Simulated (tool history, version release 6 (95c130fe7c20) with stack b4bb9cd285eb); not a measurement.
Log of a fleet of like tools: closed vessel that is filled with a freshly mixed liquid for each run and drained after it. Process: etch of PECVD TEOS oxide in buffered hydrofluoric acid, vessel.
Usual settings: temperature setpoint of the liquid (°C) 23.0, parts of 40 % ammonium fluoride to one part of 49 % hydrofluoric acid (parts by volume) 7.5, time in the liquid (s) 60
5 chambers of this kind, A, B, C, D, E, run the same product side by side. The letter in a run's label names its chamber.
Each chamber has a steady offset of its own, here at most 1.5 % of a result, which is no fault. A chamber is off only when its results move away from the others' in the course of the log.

run	hour	temperature setpoint of the liquid (°C)	parts of 40 % ammonium fluoride to one part of 49 % hydrofluoric acid (parts by volume)	time in the liquid (s)	hours since the thermometer was replaced	hours since the hydrofluoric acid flow meter was replaced	read-back film thickness of the PECVD TEOS oxide reference wafer, read on the same gauge (nm)	thickness taken off the PECVD TEOS oxide on a monitor wafer (angstrom)
1D	6.0	23.0	7.5	60	625.4	686.5	100.040	1546.7
2B	18.4	23.0	7.5	60	33.8	265.5	99.996	1544.6
3A	26.0	23.0	7.5	60	2367.4	2211.2	100.010	1532.0
4E	31.7	23.0	7.5	60	327.3	670.2	99.974	1558.9
5C	42.6	25.5	7.5	40	987.0	609.1	99.982	1197.5
6C	53.3	25.5	7.5	40	997.7	619.8	100.010	1181.0
7B	65.6	25.5	7.5	40	81.0	312.7	100.010	1173.8
8A	73.4	25.5	7.5	40	2414.8	2258.6	100.020	1174.0
9D	83.3	25.5	7.5	40	702.7	763.8	99.969	1182.8
10E	95.7	23.0	7.5	60	391.3	734.2	100.010	1568.2
11A	101.4	23.0	7.5	60	2442.8	2286.6	99.992	1545.5
# hour 105.5: chamber D: thermometer replaced
# hour 110.4: chamber A: hydrofluoric acid flow meter replaced
12D	111.1	23.0	7.5	60	5.7	791.6	99.998	1540.0
13C	119.8	23.0	7.5	60	1064.2	686.3	100.020	1557.0
14E	127.6	23.0	7.5	60	423.2	766.1	100.020	1550.6
15B	135.6	23.0	7.5	60	151.0	382.7	99.989	1510.9
16B	143.1	23.0	7.5	60	158.5	390.2	99.983	1503.7
17A	152.2	23.0	7.5	60	2493.6	41.9	100.020	1539.3
18C	164.4	23.0	7.5	60	1108.8	730.9	99.982	1555.6
19E	172.9	23.0	7.5	60	468.5	811.4	99.999	1551.7
20D	183.6	23.0	7.5	60	78.2	864.1	99.993	1542.7
21C	195.6	23.0	7.5	60	1140.0	762.1	99.987	1563.9
22B	207.0	23.0	7.5	40	222.4	454.1	99.989	997.1
23D	216.2	23.0	7.5	40	110.8	896.7	99.995	1025.4
24A	223.3	23.0	7.5	40	2564.7	113.0	99.982	1031.0
25E	230.2	23.0	7.5	40	525.8	868.7	100.030	1031.4
26C	240.4	23.0	7.5	40	1184.8	806.9	100.030	1040.3
27D	250.5	23.0	7.5	60	145.1	931.0	99.980	1548.5
28B	256.2	23.0	7.5	60	271.6	503.3	100.000	1464.8
29E	265.5	23.0	7.5	60	561.1	904.0	100.010	1561.2
30A	273.5	26.0	7.5	60	2614.9	163.2	99.942	1830.4
31C	279.0	26.0	7.5	60	1223.4	845.5	99.969	1846.8
32D	286.8	26.0	7.5	60	181.4	967.3	100.010	1828.6
33E	297.1	26.0	7.5	60	592.7	935.6	100.010	1816.9
34A	302.7	26.0	7.5	60	2644.1	192.4	100.010	1809.7

Next, every chamber runs the same settings. What will each give?
35A	311.6	21.0	7.5	60				?
35B	311.6	21.0	7.5	60				?
35C	311.6	21.0	7.5	60				?
35D	311.6	21.0	7.5	60				?
35E	311.6	21.0	7.5	60				?

run	thickness taken off the PECVD TEOS oxide on a monitor wafer (angstrom)
35A	1373.2
35B	1315.2
35C	1392.7
35D	1379.5
35E	1390.9

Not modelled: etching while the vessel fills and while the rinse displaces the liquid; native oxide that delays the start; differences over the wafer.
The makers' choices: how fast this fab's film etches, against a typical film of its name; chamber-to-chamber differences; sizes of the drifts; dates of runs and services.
